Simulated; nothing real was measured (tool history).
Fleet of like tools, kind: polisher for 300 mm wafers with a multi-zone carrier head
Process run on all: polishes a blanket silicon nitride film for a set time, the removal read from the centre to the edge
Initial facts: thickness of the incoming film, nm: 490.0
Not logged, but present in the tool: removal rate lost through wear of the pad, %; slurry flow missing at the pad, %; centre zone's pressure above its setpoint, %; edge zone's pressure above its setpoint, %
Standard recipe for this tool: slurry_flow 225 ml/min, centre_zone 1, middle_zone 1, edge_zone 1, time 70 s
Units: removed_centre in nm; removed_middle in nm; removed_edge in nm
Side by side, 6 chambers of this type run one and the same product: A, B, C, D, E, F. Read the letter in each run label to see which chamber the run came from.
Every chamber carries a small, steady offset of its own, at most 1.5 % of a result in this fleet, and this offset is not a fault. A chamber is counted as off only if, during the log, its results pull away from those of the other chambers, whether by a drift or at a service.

| run | day | slurry_flow | centre_zone | middle_zone | edge_zone | time | wafers polished on this pad | hours since the slurry nozzle was cleaned | hours since the centre zone pressure was calibrated | hours since the edge zone pressure was calibrated | removed_centre | removed_middle | removed_edge |
|---|---|---|---|---|---|---|---|---|---|---|---|---|---|
|  | 0.192 | chamber B: slurry nozzle cleaned |
| 1E | 0.354 | 225 | 1 | 1 | 1 | 70 | 833 | 289.3 | 137.3 | 262.4 | 141.1 | 139.39 | 140.99 |
|  | 0.404 | chamber A: centre zone pressure recalibrated |
| 2A | 0.854 | 225 | 1 | 1 | 1 | 70 | 293 | 225.1 | 10.8 | 496.4 | 140.15 | 138.66 | 139.01 |
|  | 1.217 | chamber E: worn pad replaced by a new one |
| 3F | 1.542 | 225 | 1 | 1 | 1 | 70 | 688 | 503.5 | 1270.1 | 175.5 | 139.41 | 137 | 140.49 |
| 4B | 1.85 | 225 | 1 | 1 | 1 | 70 | 563 | 39.9 | 71.9 | 355.5 | 140.69 | 139.27 | 141.73 |
|  | 2.104 | chamber B: worn pad replaced by a new one |
| 5C | 2.533 | 225 | 1 | 1 | 1.08 | 53 | 1475 | 587.6 | 203.4 | 513.8 | 105.92 | 106.01 | 110.91 |
| 6D | 2.896 | 225 | 1 | 1 | 1.08 | 53 | 1410 | 355 | 377.7 | 612.5 | 106.03 | 105.66 | 111.8 |
|  | 3.142 | chamber D: worn pad replaced by a new one |
|  | 3.238 | chamber C: worn pad replaced by a new one |
| 7A | 3.542 | 225 | 1 | 1 | 1.08 | 53 | 777 | 289.6 | 75.3 | 560.9 | 105.82 | 106.87 | 112.06 |
|  | 3.65 | chamber D: edge zone pressure recalibrated |
| 8E | 4.221 | 225 | 1 | 1 | 1.08 | 53 | 541 | 382.1 | 230.1 | 355.2 | 109.21 | 106.41 | 109.12 |
|  | 4.35 | chamber E: slurry nozzle cleaned |
|  | 4.671 | chamber C: slurry nozzle cleaned |
| 9D | 4.717 | 225 | 1 | 1 | 1.08 | 53 | 284 | 398.7 | 421.4 | 25.7 | 106.52 | 107.54 | 111.45 |
|  | 5.029 | chamber F: centre zone pressure recalibrated |
| 10B | 5.133 | 225 | 1 | 1 | 1.08 | 53 | 546 | 118.7 | 150.7 | 434.3 | 106.73 | 107.41 | 111.36 |
|  | 5.138 | chamber A: worn pad replaced by a new one |
|  | 5.483 | chamber B: worn pad replaced by a new one |
| 11C | 5.525 | 225 | 1 | 1 | 1 | 70 | 412 | 20.6 | 275.2 | 585.6 | 141.11 | 140.43 | 140.03 |
|  | 5.788 | chamber A: slurry nozzle cleaned |
| 12F | 5.938 | 225 | 1 | 1 | 1 | 80 | 1480 | 609 | 21.8 | 281 | 154.64 | 154.73 | 157.97 |
| 13A | 6.462 | 225 | 1 | 1 | 1 | 80 | 238 | 16.3 | 145.4 | 631 | 158.06 | 161.25 | 161.36 |
| 14E | 6.788 | 225 | 1 | 1 | 1 | 80 | 1003 | 58.5 | 291.7 | 416.8 | 163.41 | 155.73 | 159.88 |
|  | 6.892 | chamber E: edge zone pressure recalibrated |
|  | 7.129 | chamber E: worn pad replaced by a new one |
| 15B | 7.262 | 225 | 1 | 1 | 1 | 80 | 320 | 169.8 | 201.8 | 485.4 | 161.06 | 164.08 | 158.97 |
| 16C | 7.929 | 225 | 1 | 1 | 1 | 80 | 845 | 78.3 | 332.9 | 643.3 | 162.21 | 159.6 | 161.33 |
| 17F | 8.283 | 225 | 1 | 1 | 1 | 80 | 1902 | 665.3 | 78.1 | 337.3 | 153.68 | 158.27 | 155.75 |
|  | 8.446 | chamber D: centre zone pressure recalibrated |
| 18D | 8.733 | 225 | 1 | 1.07 | 1.09 | 70 | 1007 | 495.1 | 7 | 122.1 | 140.76 | 152.13 | 148.96 |
| 19C | 9.112 | 225 | 1 | 1.07 | 1.09 | 70 | 1058 | 106.7 | 361.3 | 671.7 | 141.74 | 149.98 | 146.8 |
|  | 9.133 | chamber B: worn pad replaced by a new one |
|  | 9.483 | chamber D: worn pad replaced by a new one |
| 20E | 9.55 | 225 | 1 | 1.07 | 1.09 | 70 | 436 | 124.8 | 358 | 63.8 | 140.95 | 151.99 | 146.71 |
| 21D | 10.196 | 225 | 1 | 1.07 | 1.09 | 70 | 128 | 530.2 | 42.1 | 157.2 | 139.31 | 151.43 | 149.79 |
| 22A | 10.633 | 225 | 1 | 1.07 | 1.09 | 70 | 989 | 116.4 | 245.5 | 731.1 | 139.96 | 147.26 | 148.47 |
|  | 10.938 | chamber A: worn pad replaced by a new one |
|  | 11.279 | chamber C: worn pad replaced by a new one |
| 23B | 11.296 | 225 | 1 | 1.07 | 1.09 | 70 | 390 | 266.6 | 298.6 | 582.2 | 141.08 | 149.58 | 147.21 |
| 24F | 11.617 | 225 | 1 | 1 | 1 | 70 | 2503 | 745.3 | 158.1 | 417.3 | 131.98 | 130.67 | 134.62 |
| 25C | 12.071 | 225 | 1 | 1 | 1 | 70 | 143 | 177.7 | 432.3 | 742.7 | 140.57 | 138.84 | 140.5 |
|  | 12.296 | chamber B: worn pad replaced by a new one |
|  | 12.329 | chamber D: slurry nozzle cleaned |
|  | 12.429 | chamber F: slurry nozzle cleaned |
| 26B | 12.446 | 225 | 1 | 1 | 1 | 70 | 27 | 294.2 | 326.2 | 609.8 | 141.4 | 140.04 | 141.31 |
| 27D | 13.046 | 225 | 1 | 1 | 1 | 70 | 641 | 17.3 | 110.5 | 225.6 | 139.81 | 141.05 | 143.5 |
|  | 13.104 | chamber E: worn pad replaced by a new one |
| 28F | 13.738 | 225 | 1.04 | 1 | 1 | 70 | 2885 | 31.5 | 209 | 468.2 | 134.53 | 134.93 | 133.12 |
| 29E | 14.192 | 225 | 1.04 | 1 | 1 | 70 | 196 | 236.2 | 469.4 | 175.2 | 148.09 | 139.8 | 139.63 |
| 30A | 14.688 | 225 | 1.04 | 1 | 1 | 70 | 675 | 213.7 | 342.8 | 828.4 | 145.25 | 139.61 | 141.55 |
| 31B | 15.225 | 225 | 1.04 | 1 | 1 | 70 | 528 | 360.9 | 392.9 | 676.5 | 144.95 | 140.6 | 139.24 |
|  | 15.458 | chamber F: edge zone pressure recalibrated |
| 32D | 15.692 | 225 | 1.04 | 1 | 1 | 70 | 1118 | 80.8 | 174 | 289.1 | 145.74 | 142.44 | 141.1 |
| 33F | 16.192 | 225 | 1.04 | 1 | 1 | 70 | 3327 | 90.4 | 267.9 | 17.7 | 133.34 | 129.46 | 131.35 |
| 34A | 16.825 | 225 | 1 | 1 | 1 | 70 | 1060 | 265 | 394.1 | 879.7 | 139.06 | 138.55 | 140.78 |
| 35E | 17.442 | 225 | 1 | 1 | 1 | 70 | 781 | 314.2 | 547.4 | 253.2 | 141.65 | 139.78 | 139.93 |
|  | 17.746 | chamber C: edge zone pressure recalibrated |
| 36C | 17.962 | 225 | 1 | 1 | 1 | 70 | 1204 | 319.1 | 573.7 | 5.2 | 143.05 | 140.55 | 139.5 |
| 37C | 18.488 | 225 | 1 | 1 | 1 | 70 | 1298 | 331.7 | 586.3 | 17.8 | 140.68 | 137.86 | 140.18 |

Is one chamber off against the others, does the gauge drift, or is nothing wrong? If a chamber is off, say which, and what the likeliest cause is.

One chamber, F, drifts off from the rest bit by bit.
Likeliest cause: removal rate lost through wear of the pad, % = 9.84.

Which of the 4 candidates below, each the usual settings with something changed and its results left as question marks, puts chamber F back in line with what the other chambers give on the usual settings?
A result is in line if it is within this distance of the other chambers' mean on the usual settings: removed_centre 3.6 nm; removed_middle 6.9 nm; removed_edge 3.8 nm
| 38F-1 | 18.988 | 230 | 1.01 | 1 | 1 | 77 |  |  |  |  | ? | ? | ? |
| 38F-2 | 18.988 | 220 | 0.97 | 0.99 | 1.01 | 60 |  |  |  |  | ? | ? | ? |
| 38F-3 | 18.988 | 220 | 0.98 | 0.99 | 1.01 | 64 |  |  |  |  | ? | ? | ? |
| 38F-4 | 18.988 | 230 | 1.03 | 1.01 | 0.99 | 81 |  |  |  |  | ? | ? | ? |

Mean of the other chambers on the usual settings: removed_centre 140.9 nm; removed_middle 139.97 nm; removed_edge 140.53 nm
| run | removed_centre | removed_middle | removed_edge |
|---|---|---|---|
| 38F-1 | 139.47 | 139.46 | 141.72 |
| 38F-2 | 103.27 | 107.07 | 110.55 |
| 38F-3 | 111.41 | 114.2 | 117.92 |
| 38F-4 | 149.93 | 148.06 | 148.28 |
38F-1 is the one that brings the chamber's results back in line with the other chambers.
